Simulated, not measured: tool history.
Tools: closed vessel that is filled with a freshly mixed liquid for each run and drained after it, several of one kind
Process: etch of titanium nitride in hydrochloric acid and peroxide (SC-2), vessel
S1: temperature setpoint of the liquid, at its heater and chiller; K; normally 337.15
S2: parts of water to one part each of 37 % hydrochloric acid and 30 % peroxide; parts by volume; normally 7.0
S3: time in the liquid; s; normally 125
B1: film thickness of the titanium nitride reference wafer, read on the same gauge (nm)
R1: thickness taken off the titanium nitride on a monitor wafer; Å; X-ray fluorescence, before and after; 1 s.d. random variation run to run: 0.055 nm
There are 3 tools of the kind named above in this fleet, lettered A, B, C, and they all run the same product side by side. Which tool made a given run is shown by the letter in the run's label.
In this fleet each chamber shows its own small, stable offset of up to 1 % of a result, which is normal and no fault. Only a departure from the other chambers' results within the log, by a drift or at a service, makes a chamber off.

run 1B hour=4.2 | S1=337.15 S2=7.0 S3=125 | B1=69.982 | R1=75.761
run 2C hour=10.0 | S1=337.15 S2=7.0 S3=125 | B1=70.013 | R1=74.904
-- hour=12.3 chamber B: chemicals flow meter replaced
run 3A hour=16.7 | S1=337.15 S2=7.0 S3=125 | B1=69.949 | R1=76.448
run 4B hour=21.1 | S1=337.15 S2=7.0 S3=125 | B1=69.982 | R1=75.688
run 5C hour=27.9 | S1=337.15 S2=7.0 S3=125 | B1=70.032 | R1=75.513
run 6A hour=33.9 | S1=337.15 S2=7.0 S3=125 | B1=70.030 | R1=77.538
run 7A hour=37.3 | S1=337.15 S2=7.0 S3=125 | B1=69.970 | R1=76.835
run 8B hour=42.1 | S1=337.15 S2=7.0 S3=125 | B1=70.010 | R1=75.868
run 9C hour=48.4 | S1=337.15 S2=7.0 S3=125 | B1=70.036 | R1=75.991
run 10A hour=53.4 | S1=337.15 S2=7.0 S3=125 | B1=70.010 | R1=75.510
run 11B hour=59.5 | S1=337.15 S2=7.0 S3=125 | B1=69.996 | R1=76.235
run 12C hour=65.0 | S1=328.15 S2=7.0 S3=125 | B1=70.019 | R1=42.308
run 13A hour=71.3 | S1=328.15 S2=7.0 S3=125 | B1=70.038 | R1=43.616
run 14C hour=75.3 | S1=328.15 S2=7.0 S3=125 | B1=69.979 | R1=43.226
run 15B hour=78.8 | S1=337.15 S2=7.0 S3=125 | B1=70.020 | R1=75.774
run 16B hour=82.6 | S1=337.15 S2=7.0 S3=125 | B1=69.994 | R1=76.210
run 17A hour=87.0 | S1=337.15 S2=7.0 S3=125 | B1=70.042 | R1=76.130
run 18C hour=92.8 | S1=337.15 S2=7.0 S3=125 | B1=69.998 | R1=76.115
run 19B hour=98.9 | S1=337.15 S2=7.0 S3=125 | B1=70.018 | R1=75.299
run 20A hour=102.5 | S1=340.65 S2=9.5 S3=125 | B1=70.026 | R1=73.086
run 21C hour=109.1 | S1=340.65 S2=9.5 S3=125 | B1=69.928 | R1=74.952
run 22B hour=113.8 | S1=340.65 S2=9.5 S3=125 | B1=69.977 | R1=73.292
run 23A hour=118.3 | S1=345.15 S2=4.5 S3=125 | B1=70.009 | R1=170.530
run 24C hour=121.4 | S1=345.15 S2=4.5 S3=125 | B1=70.019 | R1=169.530
run 25B hour=127.8 | S1=345.15 S2=4.5 S3=125 | B1=70.017 | R1=168.910

Predict what each chamber gives when all 3 of them run the settings below next.
run 26A hour=132.7 | S1=337.15 S2=7.0 S3=75 | R1=?
run 26B hour=132.7 | S1=337.15 S2=7.0 S3=75 | R1=?
run 26C hour=132.7 | S1=337.15 S2=7.0 S3=75 | R1=?

run=26A R1=45.990
run=26B R1=45.680
run=26C R1=46.289
